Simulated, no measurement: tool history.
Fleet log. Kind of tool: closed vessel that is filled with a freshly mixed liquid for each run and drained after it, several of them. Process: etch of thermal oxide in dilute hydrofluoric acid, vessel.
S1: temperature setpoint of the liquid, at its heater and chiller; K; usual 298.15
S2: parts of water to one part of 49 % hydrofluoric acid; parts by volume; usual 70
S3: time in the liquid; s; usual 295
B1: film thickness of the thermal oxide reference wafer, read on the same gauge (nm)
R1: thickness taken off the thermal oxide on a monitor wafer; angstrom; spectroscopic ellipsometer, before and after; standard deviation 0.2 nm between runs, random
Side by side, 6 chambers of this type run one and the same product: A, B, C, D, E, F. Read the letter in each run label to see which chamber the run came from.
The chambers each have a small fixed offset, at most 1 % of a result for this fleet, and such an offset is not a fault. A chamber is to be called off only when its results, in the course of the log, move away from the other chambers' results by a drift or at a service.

Run 1B, hour 7.4: usual settings; B1 149.95. Result: R1 210.55 angstrom.
Run 2F, hour 12.2: usual settings; B1 150.01. Result: R1 211.92 angstrom.
Run 3C, hour 17.5: usual settings; B1 149.98. Result: R1 214.22 angstrom.
Run 4E, hour 23.1: usual settings; B1 149.96. Result: R1 214.06 angstrom.
Run 5D, hour 29.1: usual settings; B1 149.98. Result: R1 215.17 angstrom.
Run 6A, hour 36.4: usual settings but S2 90 parts by volume, S3 435 s; B1 149.97. Result: R1 236.53 angstrom.
Run 7D, hour 41.3: usual settings but S2 90 parts by volume, S3 435 s; B1 150.04. Result: R1 237.43 angstrom.
Run 8C, hour 50.2: usual settings but S2 90 parts by volume, S3 435 s; B1 149.97. Result: R1 241.6 angstrom.
Run 9F, hour 59.2: usual settings but S2 90 parts by volume, S3 435 s; B1 150.05. Result: R1 240.31 angstrom.
Run 10B, hour 65.9: usual settings but S2 90 parts by volume, S3 435 s; B1 149.96. Result: R1 241.1 angstrom.
Run 11A, hour 73.5: usual settings but S2 90 parts by volume, S3 435 s; B1 150. Result: R1 232.4 angstrom.
Run 12E, hour 81.9: usual settings but S1 293.65 K, S2 45 parts by volume; B1 149.99. Result: R1 283.07 angstrom.
Run 13A, hour 89.7: usual settings but S1 293.65 K, S2 45 parts by volume; B1 150.01. Result: R1 281.21 angstrom.
Run 14D, hour 96.4: usual settings but S1 293.65 K, S2 45 parts by volume; B1 150.02. Result: R1 291.47 angstrom.
Run 15E, hour 104: usual settings but S1 293.65 K, S2 45 parts by volume; B1 150.07. Result: R1 285.6 angstrom.
Run 16B, hour 109.3: usual settings but S1 293.65 K, S2 45 parts by volume; B1 150.04. Result: R1 280.94 angstrom.
Run 17F, hour 115.4: usual settings but S1 293.65 K, S2 45 parts by volume; B1 150. Result: R1 276.97 angstrom.
Run 18C, hour 122.1: usual settings but S2 85 parts by volume; B1 150. Result: R1 173.13 angstrom.
Run 19C, hour 126.7: usual settings but S2 85 parts by volume; B1 149.98. Result: R1 168.48 angstrom.
Run 20F, hour 133.4: usual settings but S2 85 parts by volume; B1 149.96. Result: R1 173.49 angstrom.
Run 21E, hour 142.1: usual settings but S2 85 parts by volume; B1 150.03. Result: R1 172.7 angstrom.
Run 22D, hour 149.2: usual settings but S2 85 parts by volume; B1 149.99. Result: R1 174.82 angstrom.
Run 23B, hour 156.1: usual settings but S2 85 parts by volume; B1 149.99. Result: R1 174.09 angstrom.
Run 24A, hour 163.8: usual settings; B1 150.02. Result: R1 202.04 angstrom.
Run 25A, hour 172: usual settings; B1 150.03. Result: R1 199.34 angstrom.
Run 26D, hour 181: usual settings but S3 405 s; B1 150.01. Result: R1 298.51 angstrom.
Run 27F, hour 188.6: usual settings but S3 405 s; B1 150.02. Result: R1 293.93 angstrom.
Run 28B, hour 196.5: usual settings but S3 405 s; B1 150.02. Result: R1 292.45 angstrom.
Run 29E, hour 200.5: usual settings but S3 405 s; B1 150.01. Result: R1 298.93 angstrom.
Run 30C, hour 204.8: usual settings but S3 405 s; B1 150.02. Result: R1 288.61 angstrom.
Run 31C, hour 209: usual settings but S3 405 s; B1 149.98. Result: R1 290.15 angstrom.
Run 32B, hour 213.6: usual settings; B1 150.02. Result: R1 216.72 angstrom.
Run 33E, hour 219.8: usual settings; B1 150.03. Result: R1 213.52 angstrom.
Run 34D, hour 226.2: usual settings; B1 149.93. Result: R1 213.68 angstrom.
Run 35A, hour 232.9: usual settings; B1 149.95. Result: R1 194.31 angstrom.
Run 36F, hour 241.1: usual settings but S2 95 parts by volume; B1 150. Result: R1 151.5 angstrom.

Predict what each chamber gives when all 6 of them run the settings below next.
Run 37A, hour 247.5: usual settings but S3 430 s. Result: R1 ?.
Run 37B, hour 247.5: usual settings but S3 430 s. Result: R1 ?.
Run 37C, hour 247.5: usual settings but S3 430 s. Result: R1 ?.
Run 37D, hour 247.5: usual settings but S3 430 s. Result: R1 ?.
Run 37E, hour 247.5: usual settings but S3 430 s. Result: R1 ?.
Run 37F, hour 247.5: usual settings but S3 430 s. Result: R1 ?.

run      R1
37A  280.35
37B  309.49
37C  305.81
37D   310.3
37E  308.93
37F   306.2
